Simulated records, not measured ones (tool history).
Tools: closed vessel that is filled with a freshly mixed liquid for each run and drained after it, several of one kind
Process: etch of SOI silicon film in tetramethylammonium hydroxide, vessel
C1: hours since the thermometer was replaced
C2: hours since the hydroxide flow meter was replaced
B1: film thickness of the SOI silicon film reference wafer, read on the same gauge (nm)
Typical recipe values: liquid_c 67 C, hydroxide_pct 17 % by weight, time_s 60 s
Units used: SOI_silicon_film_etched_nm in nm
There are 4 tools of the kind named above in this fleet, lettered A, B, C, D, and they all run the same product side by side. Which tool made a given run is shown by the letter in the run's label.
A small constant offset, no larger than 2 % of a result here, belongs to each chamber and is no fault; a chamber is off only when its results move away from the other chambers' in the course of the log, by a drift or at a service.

run 1A hour=4.6 | liquid_c=67 hydroxide_pct=17 time_s=60 | C1=449.1 C2=154 | B1=130.01 | SOI_silicon_film_etched_nm=291.83
run 2C hour=7.7 | liquid_c=67 hydroxide_pct=17 time_s=60 | C1=321.9 C2=726.9 | B1=130 | SOI_silicon_film_etched_nm=293.3
run 3D hour=11 | liquid_c=67 hydroxide_pct=17 time_s=60 | C1=393.2 C2=449.2 | B1=129.99 | SOI_silicon_film_etched_nm=285.8
run 4B hour=14 | liquid_c=67 hydroxide_pct=17 time_s=60 | C1=1367.1 C2=473.4 | B1=129.99 | SOI_silicon_film_etched_nm=289.9
run 5B hour=17.4 | liquid_c=67 hydroxide_pct=17 time_s=60 | C1=1370.5 C2=476.8 | B1=129.99 | SOI_silicon_film_etched_nm=288.51
run 6D hour=20.3 | liquid_c=67 hydroxide_pct=17 time_s=60 | C1=402.5 C2=458.5 | B1=129.99 | SOI_silicon_film_etched_nm=287.15
run 7C hour=25 | liquid_c=67 hydroxide_pct=17 time_s=60 | C1=339.2 C2=744.2 | B1=129.98 | SOI_silicon_film_etched_nm=297.44
run 8A hour=29.8 | liquid_c=67 hydroxide_pct=17 time_s=60 | C1=474.3 C2=179.2 | B1=130 | SOI_silicon_film_etched_nm=298.21
run 9D hour=33.4 | liquid_c=67 hydroxide_pct=17 time_s=60 | C1=415.6 C2=471.6 | B1=129.98 | SOI_silicon_film_etched_nm=285.27
run 10C hour=36 | liquid_c=67 hydroxide_pct=17 time_s=60 | C1=350.2 C2=755.2 | B1=130 | SOI_silicon_film_etched_nm=288.42
run 11A hour=38.4 | liquid_c=67 hydroxide_pct=17 time_s=60 | C1=482.9 C2=187.8 | B1=129.99 | SOI_silicon_film_etched_nm=293.45
run 12B hour=42.3 | liquid_c=67 hydroxide_pct=17 time_s=60 | C1=1395.4 C2=501.7 | B1=129.98 | SOI_silicon_film_etched_nm=285.79
run 13B hour=47.3 | liquid_c=67 hydroxide_pct=17 time_s=60 | C1=1400.4 C2=506.7 | B1=130.03 | SOI_silicon_film_etched_nm=287.69
run 14D hour=49.9 | liquid_c=67 hydroxide_pct=17 time_s=60 | C1=432.1 C2=488.1 | B1=130.01 | SOI_silicon_film_etched_nm=272.9
run 15A hour=53.4 | liquid_c=67 hydroxide_pct=17 time_s=60 | C1=497.9 C2=202.8 | B1=130 | SOI_silicon_film_etched_nm=293.79
run 16C hour=58 | liquid_c=63.5 hydroxide_pct=17 time_s=60 | C1=372.2 C2=777.2 | B1=130.01 | SOI_silicon_film_etched_nm=235.7
run 17B hour=60.3 | liquid_c=63.5 hydroxide_pct=17 time_s=60 | C1=1413.4 C2=519.7 | B1=129.99 | SOI_silicon_film_etched_nm=227.36
run 18D hour=64 | liquid_c=63.5 hydroxide_pct=17 time_s=60 | C1=446.2 C2=502.2 | B1=130 | SOI_silicon_film_etched_nm=218.13
run 19A hour=66.2 | liquid_c=63.5 hydroxide_pct=17 time_s=60 | C1=510.7 C2=215.6 | B1=130 | SOI_silicon_film_etched_nm=235.17
run 20C hour=70 | liquid_c=67 hydroxide_pct=17 time_s=60 | C1=384.2 C2=789.2 | B1=130.02 | SOI_silicon_film_etched_nm=294.23
run 21D hour=74.5 | liquid_c=67 hydroxide_pct=17 time_s=60 | C1=456.7 C2=512.7 | B1=130 | SOI_silicon_film_etched_nm=264.31
run 22C hour=78.9 | liquid_c=67 hydroxide_pct=17 time_s=60 | C1=393.1 C2=798.1 | B1=129.99 | SOI_silicon_film_etched_nm=284.41
run 23A hour=81.7 | liquid_c=67 hydroxide_pct=17 time_s=60 | C1=526.2 C2=231.1 | B1=129.98 | SOI_silicon_film_etched_nm=293.28
run 24B hour=86.2 | liquid_c=67 hydroxide_pct=17 time_s=60 | C1=1439.3 C2=545.6 | B1=130 | SOI_silicon_film_etched_nm=292.3

All 4 chambers run these settings next. Forecast each chamber's results:
run 25A hour=89.9 | liquid_c=67 hydroxide_pct=17 time_s=60 | SOI_silicon_film_etched_nm=?
run 25B hour=89.9 | liquid_c=67 hydroxide_pct=17 time_s=60 | SOI_silicon_film_etched_nm=?
run 25C hour=89.9 | liquid_c=67 hydroxide_pct=17 time_s=60 | SOI_silicon_film_etched_nm=?
run 25D hour=89.9 | liquid_c=67 hydroxide_pct=17 time_s=60 | SOI_silicon_film_etched_nm=?

run=25A SOI_silicon_film_etched_nm=294.33
run=25B SOI_silicon_film_etched_nm=289.56
run=25C SOI_silicon_film_etched_nm=291.57
run=25D SOI_silicon_film_etched_nm=259.8

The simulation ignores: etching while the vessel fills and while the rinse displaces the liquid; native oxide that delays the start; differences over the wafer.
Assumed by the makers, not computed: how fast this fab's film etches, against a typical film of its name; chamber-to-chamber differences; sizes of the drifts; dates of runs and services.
